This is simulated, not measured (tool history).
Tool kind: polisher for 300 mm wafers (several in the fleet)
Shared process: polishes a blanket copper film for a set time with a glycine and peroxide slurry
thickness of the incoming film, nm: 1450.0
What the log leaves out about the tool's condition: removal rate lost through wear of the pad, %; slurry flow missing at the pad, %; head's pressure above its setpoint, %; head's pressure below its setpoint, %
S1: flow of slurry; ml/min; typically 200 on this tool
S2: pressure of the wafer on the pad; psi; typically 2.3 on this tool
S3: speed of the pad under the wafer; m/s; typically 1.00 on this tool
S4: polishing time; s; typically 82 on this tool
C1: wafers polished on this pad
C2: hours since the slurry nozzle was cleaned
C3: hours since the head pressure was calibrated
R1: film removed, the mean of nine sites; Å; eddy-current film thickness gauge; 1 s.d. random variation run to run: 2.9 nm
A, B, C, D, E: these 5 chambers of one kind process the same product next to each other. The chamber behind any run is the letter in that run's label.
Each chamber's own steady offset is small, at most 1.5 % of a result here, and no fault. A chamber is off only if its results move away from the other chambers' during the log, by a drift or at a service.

| run | hour | S1 | S2 | S3 | S4 | C1 | C2 | C3 | R1 |
|---|---|---|---|---|---|---|---|---|---|
|  | 1.4 | chamber A: worn pad replaced by a new one |
|  | 7.5 | chamber E: worn pad replaced by a new one |
| 1E | 10.5 | 200 | 2.3 | 1.00 | 82 | 27 | 220.2 | 255.7 | 3283.0 |
|  | 20.7 | chamber B: worn pad replaced by a new one |
| 2C | 22.3 | 200 | 2.3 | 1.00 | 82 | 301 | 251.0 | 117.4 | 3269.6 |
| 3D | 32.9 | 200 | 2.3 | 1.00 | 82 | 547 | 737.8 | 731.5 | 3212.4 |
| 4A | 43.5 | 200 | 2.3 | 1.00 | 82 | 385 | 485.6 | 896.6 | 3278.8 |
| 5B | 51.4 | 170 | 2.3 | 1.00 | 108 | 281 | 126.5 | 188.7 | 4274.0 |
|  | 54.8 | chamber A: head pressure recalibrated |
|  | 63.0 | chamber A: worn pad replaced by a new one |
| 6D | 63.6 | 170 | 2.3 | 1.00 | 108 | 828 | 768.5 | 762.2 | 4226.0 |
| 7C | 70.4 | 170 | 2.3 | 1.00 | 108 | 742 | 299.1 | 165.5 | 4077.3 |
|  | 74.5 | chamber D: worn pad replaced by a new one |
| 8B | 76.6 | 170 | 2.3 | 1.00 | 108 | 512 | 151.7 | 213.9 | 4175.5 |
|  | 78.3 | chamber C: slurry nozzle cleaned |
| 9E | 82.0 | 170 | 2.3 | 1.00 | 108 | 682 | 291.7 | 327.2 | 4241.3 |
|  | 82.1 | chamber D: slurry nozzle cleaned |
| 10A | 94.0 | 200 | 2.3 | 1.00 | 82 | 284 | 536.1 | 39.2 | 3260.1 |
|  | 94.7 | chamber E: worn pad replaced by a new one |
| 11E | 104.3 | 200 | 2.3 | 1.00 | 82 | 88 | 314.0 | 349.5 | 3306.1 |
| 12A | 113.4 | 200 | 2.3 | 1.00 | 82 | 461 | 555.5 | 58.6 | 3264.3 |
|  | 113.9 | chamber C: worn pad replaced by a new one |
|  | 119.7 | chamber A: worn pad replaced by a new one |
| 13D | 123.2 | 200 | 2.3 | 1.00 | 82 | 446 | 41.1 | 821.8 | 3251.3 |
| 14B | 133.4 | 200 | 2.3 | 1.00 | 82 | 1033 | 208.5 | 270.7 | 3297.1 |
|  | 142.7 | chamber B: worn pad replaced by a new one |
| 15C | 145.0 | 200 | 2.3 | 1.00 | 82 | 285 | 66.8 | 240.1 | 3195.1 |
|  | 148.4 | chamber A: slurry nozzle cleaned |
| 16C | 155.9 | 270 | 2.3 | 0.84 | 82 | 385 | 77.7 | 251.0 | 2978.2 |
| 17E | 164.0 | 270 | 2.3 | 0.84 | 82 | 635 | 373.7 | 409.2 | 2998.6 |
| 18A | 174.1 | 270 | 2.3 | 0.84 | 82 | 498 | 25.7 | 119.3 | 2912.8 |
| 19B | 183.2 | 270 | 2.3 | 0.84 | 82 | 372 | 258.3 | 320.5 | 2980.8 |
|  | 186.4 | chamber B: slurry nozzle cleaned |
|  | 189.4 | chamber A: worn pad replaced by a new one |
| 20D | 191.2 | 270 | 2.3 | 0.84 | 82 | 1069 | 109.1 | 889.8 | 2976.7 |
|  | 194.5 | chamber D: worn pad replaced by a new one |
| 21B | 199.0 | 200 | 2.3 | 1.00 | 82 | 516 | 12.7 | 336.3 | 3283.8 |
|  | 205.3 | chamber E: worn pad replaced by a new one |
| 22A | 209.1 | 200 | 2.3 | 1.00 | 82 | 180 | 60.7 | 154.3 | 3297.7 |
| 23D | 215.4 | 200 | 2.3 | 1.00 | 82 | 192 | 133.3 | 914.0 | 3311.8 |
| 24C | 223.4 | 200 | 2.3 | 0.84 | 92 | 1003 | 145.2 | 318.5 | 3191.8 |
| 25E | 235.5 | 200 | 2.3 | 0.84 | 92 | 277 | 445.2 | 480.7 | 3247.0 |
| 26E | 241.7 | 200 | 2.3 | 0.84 | 92 | 334 | 451.4 | 486.9 | 3231.7 |
|  | 247.6 | chamber A: worn pad replaced by a new one |
|  | 249.7 | chamber C: worn pad replaced by a new one |
| 27D | 250.3 | 200 | 2.3 | 0.84 | 92 | 511 | 168.2 | 948.9 | 3244.7 |
| 28B | 260.2 | 200 | 2.3 | 0.84 | 92 | 1077 | 73.9 | 397.5 | 3227.2 |
| 29A | 271.6 | 200 | 2.9 | 1.00 | 107 | 220 | 123.2 | 216.8 | 5232.7 |
| 30C | 281.7 | 200 | 2.9 | 1.00 | 107 | 294 | 203.5 | 376.8 | 5096.5 |
| 31E | 291.1 | 200 | 2.9 | 1.00 | 107 | 786 | 500.8 | 536.3 | 5215.5 |
| 32D | 300.4 | 200 | 2.9 | 1.00 | 107 | 971 | 218.3 | 999.0 | 5083.4 |
|  | 300.9 | chamber A: worn pad replaced by a new one |
| 33A | 309.3 | 200 | 2.9 | 1.00 | 107 | 77 | 160.9 | 254.5 | 5186.0 |

Is one chamber off against the others, does the gauge drift, or is nothing wrong? If a chamber is off, say which, and what the likeliest cause is.

Beyond each chamber's small constant offset nothing stands out, and the gauge stays steady.
